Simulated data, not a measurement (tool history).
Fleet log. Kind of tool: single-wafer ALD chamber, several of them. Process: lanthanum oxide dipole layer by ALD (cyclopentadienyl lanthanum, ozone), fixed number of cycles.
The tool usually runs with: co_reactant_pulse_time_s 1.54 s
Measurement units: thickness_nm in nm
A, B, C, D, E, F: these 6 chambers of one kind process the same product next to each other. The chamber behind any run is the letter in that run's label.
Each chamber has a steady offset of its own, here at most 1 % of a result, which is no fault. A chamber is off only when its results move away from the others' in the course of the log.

run	hour	co_reactant_pulse_time_s	hours since the last thermocouple change	hours since the last ozone generator service	read-back reference wafer on the same gauge, thickness_nm	thickness_nm
1E	15.6	1.54	614.9	856.4	0.5427	0.55168
2C	23.4	1.54	1099.4	765.3	0.54288	0.55682
3F	33.3	1.54	2939.2	346.8	0.54281	0.55025
4B	41	1.54	231.8	1494.9	0.54284	0.5514
5A	56.2	1.54	761.9	281.7	0.54314	0.55073
6D	71.3	1.54	940.8	871.8	0.54282	0.5502
7A	87.2	1.54	792.9	312.7	0.54314	0.54995
8E	102.3	1.54	701.6	943.1	0.54331	0.55105
9C	111.6	1.54	1187.6	853.5	0.54281	0.55702
# hour 114.3: chamber D: thermocouple changed; heater temperature recalibrated
10D	123	1.54	8.7	923.5	0.54293	0.54854
# hour 126.4: chamber F: thermocouple changed; heater temperature recalibrated
11B	135	1.54	325.8	1588.9	0.54286	0.55258
12F	142.4	1.54	16.1	455.9	0.54321	0.54998
13B	150.5	1.54	341.3	1604.4	0.54323	0.55333
14A	157.6	1.54	863.3	383.1	0.54317	0.54864
15C	173.7	1.54	1249.7	915.6	0.54329	0.5558
16F	185.2	1.54	58.9	498.7	0.54303	0.54948
17D	194.3	1.02	80	994.8	0.54302	0.50219
18E	206.2	1.02	805.5	1047	0.54327	0.50246
19C	217.9	1.02	1293.9	959.8	0.54268	0.50498
20E	227.6	1.02	826.9	1068.4	0.54249	0.50162
21B	235	1.02	425.8	1688.9	0.54307	0.50222
# hour 245.7: chamber D: ozone generator serviced
22A	250.7	1.02	956.4	476.2	0.54318	0.50085
23F	259.7	1.95	133.4	573.2	0.54299	0.56736
# hour 264: chamber B: ozone generator serviced
24D	270.4	1.95	156.1	24.8	0.54313	0.5658
25A	285	1.95	990.7	510.5	0.54333	0.56891
26C	292.1	1.95	1368.1	1034	0.54338	0.56543
# hour 299.1: chamber C: thermocouple changed; heater temperature recalibrated
27B	306.8	1.95	497.6	42.8	0.54324	0.56898
28F	317.4	1.95	191.1	630.9	0.54294	0.56761
29E	331.5	1.54	930.8	1172.3	0.54301	0.55264
30D	341.1	1.54	226.8	95.5	0.54306	0.55161
31E	354.5	1.54	953.8	1195.3	0.54314	0.55243
32A	370.6	1.54	1076.3	596.1	0.54336	0.55005
# hour 372.4: chamber C: ozone generator serviced
33D	381.8	1.54	267.5	136.2	0.54297	0.54545
34F	393.7	1.54	267.4	707.2	0.54296	0.55126
35C	402.9	1.54	103.9	30.5	0.54263	0.55662
36B	413.2	1.54	604	149.2	0.54272	0.55252

Predict what each chamber gives when all 6 of them run the settings below next.
37A	424.8	1.93				?
37B	424.8	1.93				?
37C	424.8	1.93				?
37D	424.8	1.93				?
37E	424.8	1.93				?
37F	424.8	1.93				?

run	thickness_nm
37A	0.5626
37B	0.56751
37C	0.56963
37D	0.56318
37E	0.56421
37F	0.56586
